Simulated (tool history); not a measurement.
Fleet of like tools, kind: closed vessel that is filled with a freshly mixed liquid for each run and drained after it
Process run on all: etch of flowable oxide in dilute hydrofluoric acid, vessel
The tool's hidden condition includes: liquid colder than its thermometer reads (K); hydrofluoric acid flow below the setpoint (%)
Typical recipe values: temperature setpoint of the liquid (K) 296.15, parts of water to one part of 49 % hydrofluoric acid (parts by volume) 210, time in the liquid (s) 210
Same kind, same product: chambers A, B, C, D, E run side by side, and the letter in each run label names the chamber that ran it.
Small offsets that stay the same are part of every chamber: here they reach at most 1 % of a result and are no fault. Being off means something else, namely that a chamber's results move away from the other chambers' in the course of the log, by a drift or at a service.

run   hour  temperature setpoint of the liquid (K)  parts of water to one part of 49 % hydrofluoric acid (parts by volume)  time in the liquid (s)  hours since the thermometer was replaced  hours since the hydrofluoric acid flow meter was replaced  read-back film thickness of the flowable oxide reference wafer, read on the same gauge (nm)  thickness taken off the flowable oxide on a monitor wafer (Å)
 1E    5.1                                  296.15                                                                     210                     210                                     668.2                                                      292.2                                                                                       119.95                                                         409.89
 2A    7.7                                  296.15                                                                     210                     210                                     264.4                                                      132.8                                                                                       119.97                                                         413.27
 3B   12.9                                  296.15                                                                     210                     210                                     384.7                                                      721.4                                                                                       119.98                                                         414.17
 4D   16.4                                  296.15                                                                     210                     210                                      1778                                                      986.4                                                                                       120.03                                                          410.2
 5C   19.6                                  296.15                                                                     210                     210                                       411                                                        450                                                                                       120.04                                                         408.83
 6A     23                                  296.15                                                                     210                     210                                     279.7                                                      148.1                                                                                       120.02                                                         412.22
 7B   26.4                                  296.15                                                                     210                     310                                     398.2                                                      734.9                                                                                       119.94                                                          609.8
 8E   30.3                                  296.15                                                                     210                     310                                     693.4                                                      317.4                                                                                       120.02                                                         607.23
 9D     34                                  296.15                                                                     210                     310                                    1795.6                                                       1004                                                                                       120.01                                                         608.89
10C   36.9                                  296.15                                                                     210                     310                                     428.3                                                      467.3                                                                                       120.04                                                         608.32
11B   41.8                                  296.15                                                                     210                     310                                     413.6                                                      750.3                                                                                          120                                                          612.5
12E   47.1                                  296.15                                                                     210                     210                                     710.2                                                      334.2                                                                                       119.95                                                         413.75
13C   51.4                                  296.15                                                                     210                     210                                     442.8                                                      481.8                                                                                       119.99                                                         409.43
14D   55.2                                  296.15                                                                     210                     210                                    1816.8                                                     1025.2                                                                                       119.99                                                         408.03
15A   57.8                                  296.15                                                                     210                     210                                     314.5                                                      182.9                                                                                          120                                                         409.02
16E   62.3                                  293.65                                                                     210                     210                                     725.4                                                      349.4                                                                                       120.05                                                         376.66
17A   64.7                                  293.65                                                                     210                     210                                     321.4                                                      189.8                                                                                       120.05                                                         374.85
18D   70.1                                  293.65                                                                     210                     210                                    1831.7                                                     1040.1                                                                                       119.98                                                         372.49
19C   72.9                                  293.65                                                                     210                     210                                     464.3                                                      503.3                                                                                       119.99                                                         375.75
20B   78.1                                  293.65                                                                     210                     210                                     449.9                                                      786.6                                                                                       119.99                                                         365.66
21C   81.7                                  296.15                                                                     210                     210                                     473.1                                                      512.1                                                                                       119.98                                                         409.98
22A   84.9                                  296.15                                                                     210                     210                                     341.6                                                        210                                                                                       120.02                                                            411
23E   87.4                                  296.15                                                                     210                     210                                     750.5                                                      374.5                                                                                          120                                                         411.27
24B   92.8                                  296.15                                                                     210                     210                                     464.6                                                      801.3                                                                                       119.97                                                         398.68
25D   95.9                                  296.15                                                                     210                     210                                    1857.5                                                     1065.9                                                                                          120                                                         411.96
26D   98.7                                  296.15                                                                     210                     210                                    1860.3                                                     1068.7                                                                                       120.01                                                         412.29
27C  102.6                                  296.15                                                                     210                     210                                       494                                                        533                                                                                       120.01                                                         407.54
28B  105.7                                  293.65                                                                     210                     210                                     477.5                                                      814.2                                                                                          120                                                          360.4
29A    110                                  293.65                                                                     210                     210                                     366.7                                                      235.1                                                                                       119.99                                                         373.67
30E  112.5                                  293.65                                                                     210                     210                                     775.6                                                      399.6                                                                                       120.02                                                         371.38
31E    115                                  293.65                                                                     210                     210                                     778.1                                                      402.1                                                                                       120.02                                                         373.49
32D  118.3                                  293.65                                                                     210                     210                                    1879.9                                                     1088.3                                                                                          120                                                         372.47

Each of the 5 chambers runs these same settings next. Fill in every chamber's results:
33A  122.1                                  296.15                                                                     210                     210                                                                                                                                                                                                                                                                ?
33B  122.1                                  296.15                                                                     210                     210                                                                                                                                                                                                                                                                ?
33C  122.1                                  296.15                                                                     210                     210                                                                                                                                                                                                                                                                ?
33D  122.1                                  296.15                                                                     210                     210                                                                                                                                                                                                                                                                ?
33E  122.1                                  296.15                                                                     210                     210                                                                                                                                                                                                                                                                ?

run  thickness taken off the flowable oxide on a monitor wafer (Å)
33A                                                         407.14
33B                                                         387.89
33C                                                         411.72
33D                                                         411.26
33E                                                         410.14
